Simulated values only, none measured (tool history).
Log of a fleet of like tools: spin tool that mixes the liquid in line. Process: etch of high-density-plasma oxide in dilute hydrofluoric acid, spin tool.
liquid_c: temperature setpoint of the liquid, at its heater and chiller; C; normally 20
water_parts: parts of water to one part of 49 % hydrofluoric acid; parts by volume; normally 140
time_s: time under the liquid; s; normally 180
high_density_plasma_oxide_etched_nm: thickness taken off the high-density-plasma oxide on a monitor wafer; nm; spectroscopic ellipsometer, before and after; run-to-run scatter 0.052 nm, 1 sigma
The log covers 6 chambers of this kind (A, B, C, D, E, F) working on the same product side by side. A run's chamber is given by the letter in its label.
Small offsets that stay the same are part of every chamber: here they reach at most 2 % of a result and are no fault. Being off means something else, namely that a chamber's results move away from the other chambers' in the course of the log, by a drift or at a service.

| run | hour | liquid_c | water_parts | time_s | read-back film thickness of the high-density-plasma oxide reference wafer, read on the same gauge (nm) | high_density_plasma_oxide_etched_nm |
|---|---|---|---|---|---|---|
| 1A | 2.7 | 20 | 140 | 180 | 110 | 5.3806 |
| 2D | 5.1 | 20 | 140 | 180 | 109.97 | 5.3359 |
| 3E | 7.3 | 20 | 140 | 180 | 110 | 5.3391 |
| 4C | 10.6 | 20 | 140 | 180 | 110.03 | 5.2881 |
| 5B | 14.6 | 20 | 140 | 180 | 109.97 | 5.3835 |
| 6F | 17.4 | 20 | 140 | 180 | 110 | 5.3268 |
| 7B | 20.9 | 20 | 140 | 180 | 109.95 | 5.3537 |
| 8A | 23.2 | 20 | 140 | 180 | 109.99 | 5.3824 |
| 9E | 27 | 20 | 140 | 180 | 109.93 | 5.3642 |
| 10C | 31.3 | 20 | 140 | 180 | 110 | 5.3294 |
| 11F | 36.3 | 20 | 140 | 180 | 110.04 | 5.3364 |
| 12D | 38.6 | 20 | 140 | 180 | 110.01 | 5.235 |
| 13C | 41.5 | 20 | 140 | 180 | 110.03 | 5.311 |
| 14E | 44.1 | 20 | 140 | 180 | 110.01 | 5.3359 |
| 15D | 47.7 | 20 | 140 | 180 | 110 | 5.3267 |
| 16F | 51.2 | 20 | 140 | 180 | 109.94 | 5.2343 |
| 17A | 55.4 | 20 | 140 | 180 | 109.98 | 5.4104 |
| 18B | 58.5 | 20 | 140 | 180 | 110 | 5.4629 |
| 19A | 61.5 | 20 | 140 | 180 | 110.01 | 5.4161 |
| 20B | 64.6 | 20 | 140 | 180 | 110.01 | 5.3622 |
| 21C | 69 | 20 | 140 | 180 | 110 | 5.309 |
| 22E | 74.1 | 20 | 140 | 180 | 109.98 | 5.3115 |
| 23F | 79 | 20 | 140 | 180 | 109.97 | 5.4929 |
| 24D | 81.3 | 20 | 140 | 180 | 110.01 | 5.3236 |
| 25C | 85 | 20 | 140 | 180 | 110.05 | 5.3462 |
| 26D | 88.4 | 20 | 140 | 180 | 109.98 | 5.3186 |
| 27F | 91.5 | 20 | 140 | 180 | 109.96 | 5.5555 |
| 28E | 96 | 20 | 140 | 215 | 110.03 | 6.4123 |
| 29A | 99.1 | 20 | 140 | 215 | 110.01 | 6.4033 |
| 30B | 103.8 | 20 | 140 | 215 | 110 | 6.5586 |
| 31C | 108.6 | 20 | 140 | 215 | 109.98 | 6.3252 |
| 32E | 112.1 | 20 | 140 | 215 | 110.03 | 6.3237 |
| 33A | 115.4 | 20 | 140 | 215 | 109.99 | 6.3209 |
| 34F | 118.7 | 20 | 140 | 180 | 110.03 | 5.6685 |
| 35B | 121.7 | 20 | 140 | 180 | 110 | 5.4714 |
| 36D | 125.8 | 20 | 140 | 180 | 109.98 | 5.3022 |
| 37F | 130.3 | 20 | 140 | 180 | 109.99 | 5.7718 |
| 38E | 134.8 | 20 | 140 | 180 | 109.99 | 5.2993 |
| 39B | 138.9 | 17 | 140 | 180 | 109.97 | 4.727 |
| 40C | 143 | 17 | 140 | 180 | 109.99 | 4.7681 |
| 41A | 147.3 | 17 | 140 | 180 | 110.01 | 4.6683 |
| 42D | 149.9 | 17 | 140 | 180 | 109.99 | 4.6845 |

Next, all 6 chambers run the settings below, one line each with question marks for the results. What does each chamber give?
| 43A | 153.6 | 20 | 140 | 180 |  | ? |
| 43B | 153.6 | 20 | 140 | 180 |  | ? |
| 43C | 153.6 | 20 | 140 | 180 |  | ? |
| 43D | 153.6 | 20 | 140 | 180 |  | ? |
| 43E | 153.6 | 20 | 140 | 180 |  | ? |
| 43F | 153.6 | 20 | 140 | 180 |  | ? |

| run | high_density_plasma_oxide_etched_nm |
|---|---|
| 43A | 5.2988 |
| 43B | 5.3616 |
| 43C | 5.2498 |
| 43D | 5.3319 |
| 43E | 5.3797 |
| 43F | 5.7591 |

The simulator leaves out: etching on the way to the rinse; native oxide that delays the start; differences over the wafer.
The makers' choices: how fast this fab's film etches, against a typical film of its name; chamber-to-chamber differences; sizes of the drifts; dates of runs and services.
